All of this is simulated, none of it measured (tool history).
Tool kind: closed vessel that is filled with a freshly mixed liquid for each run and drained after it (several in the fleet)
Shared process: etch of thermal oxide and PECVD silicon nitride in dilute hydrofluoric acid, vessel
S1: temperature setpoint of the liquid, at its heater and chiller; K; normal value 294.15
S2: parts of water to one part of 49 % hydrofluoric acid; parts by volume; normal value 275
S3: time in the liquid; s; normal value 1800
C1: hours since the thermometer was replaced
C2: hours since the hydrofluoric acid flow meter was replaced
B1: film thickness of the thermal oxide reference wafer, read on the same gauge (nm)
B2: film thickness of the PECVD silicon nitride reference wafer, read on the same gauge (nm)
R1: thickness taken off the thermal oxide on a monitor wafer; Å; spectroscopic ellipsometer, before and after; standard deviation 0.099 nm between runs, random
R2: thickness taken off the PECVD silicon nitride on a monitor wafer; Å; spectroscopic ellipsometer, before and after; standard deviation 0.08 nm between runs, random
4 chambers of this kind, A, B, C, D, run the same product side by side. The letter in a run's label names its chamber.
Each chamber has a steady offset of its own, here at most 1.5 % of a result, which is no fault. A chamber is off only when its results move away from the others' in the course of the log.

run	hour	S1	S2	S3	C1	C2	B1	B2	R1	R2
1D	10.0	294.15	275	1800	588.1	744.2	110.05	80.043	234.97	214.98
2B	16.5	294.15	275	1800	253.0	667.1	110.02	79.986	233.86	213.83
# hour 21.1: chamber A: hydrofluoric acid flow meter replaced
3A	24.5	294.15	275	1800	1195.3	3.4	109.99	80.004	234.89	212.05
4C	31.7	294.15	275	1800	350.2	1340.1	109.98	79.967	234.66	211.56
5C	43.6	294.15	275	1800	362.1	1352.0	109.97	79.982	233.53	209.67
6A	53.2	294.15	275	1800	1224.0	32.1	110.05	80.023	237.83	212.74
7B	63.6	294.15	275	1800	300.1	714.2	110.02	80.028	232.50	215.36
8D	74.5	294.15	275	1800	652.6	808.7	110.05	79.988	231.74	213.20
9C	82.2	294.15	275	1800	400.7	1390.6	109.94	79.983	234.98	211.04
10B	91.1	297.65	155	1800	327.6	741.7	109.96	79.981	536.98	474.52
11D	98.5	297.65	155	1800	676.6	832.7	109.98	79.975	530.54	465.05
12A	105.7	297.65	155	1800	1276.5	84.6	110.03	80.009	531.58	457.81
13C	113.6	297.65	155	1800	432.1	1422.0	109.97	80.010	537.13	461.97
14A	119.7	294.15	275	1800	1290.5	98.6	110.03	80.002	235.42	211.81
# hour 125.6: chamber C: hydrofluoric acid flow meter replaced
15B	126.2	294.15	275	1800	362.7	776.8	109.97	79.997	234.66	214.68
16D	133.9	295.65	275	1800	712.0	868.1	110.02	80.005	248.83	235.60
17A	141.1	295.65	275	1800	1311.9	120.0	110.02	80.006	247.56	232.95
18C	150.7	295.65	275	1800	469.2	25.2	109.97	79.997	248.15	231.67
19B	161.1	295.65	275	1800	397.6	811.7	110.02	79.984	246.59	235.10
20D	168.0	294.15	275	1330	746.1	902.2	110.00	80.006	173.05	157.94
21D	179.2	294.15	275	1330	757.3	913.4	110.00	79.984	173.94	156.73
22A	188.0	294.15	275	1330	1358.8	166.9	109.98	80.030	172.94	157.63
23B	196.2	294.15	275	1330	432.7	846.8	109.97	80.021	173.19	159.02
24C	208.8	294.15	275	1800	527.3	83.3	109.99	79.968	235.15	212.29
25B	217.8	294.15	410	2180	454.3	868.4	110.00	79.982	168.44	176.21
26C	225.2	294.15	410	2180	543.7	99.7	110.02	80.031	170.48	173.41
27A	232.9	294.15	410	2180	1403.7	211.8	109.97	80.000	169.89	175.63
28D	244.6	294.15	410	2180	822.7	978.8	109.96	80.020	169.19	176.20
29C	253.0	298.65	275	1800	571.5	127.5	110.04	80.019	276.42	279.31
30A	261.5	298.65	275	1800	1432.3	240.4	109.97	79.993	275.30	281.32

Next, every chamber runs the same settings. What will each give?
31A	270.6	294.15	155	1800					?	?
31B	270.6	294.15	155	1800					?	?
31C	270.6	294.15	155	1800					?	?
31D	270.6	294.15	155	1800					?	?

run	R1	R2
31A	461.06	364.32
31B	469.93	378.60
31C	466.20	368.19
31D	460.50	371.72

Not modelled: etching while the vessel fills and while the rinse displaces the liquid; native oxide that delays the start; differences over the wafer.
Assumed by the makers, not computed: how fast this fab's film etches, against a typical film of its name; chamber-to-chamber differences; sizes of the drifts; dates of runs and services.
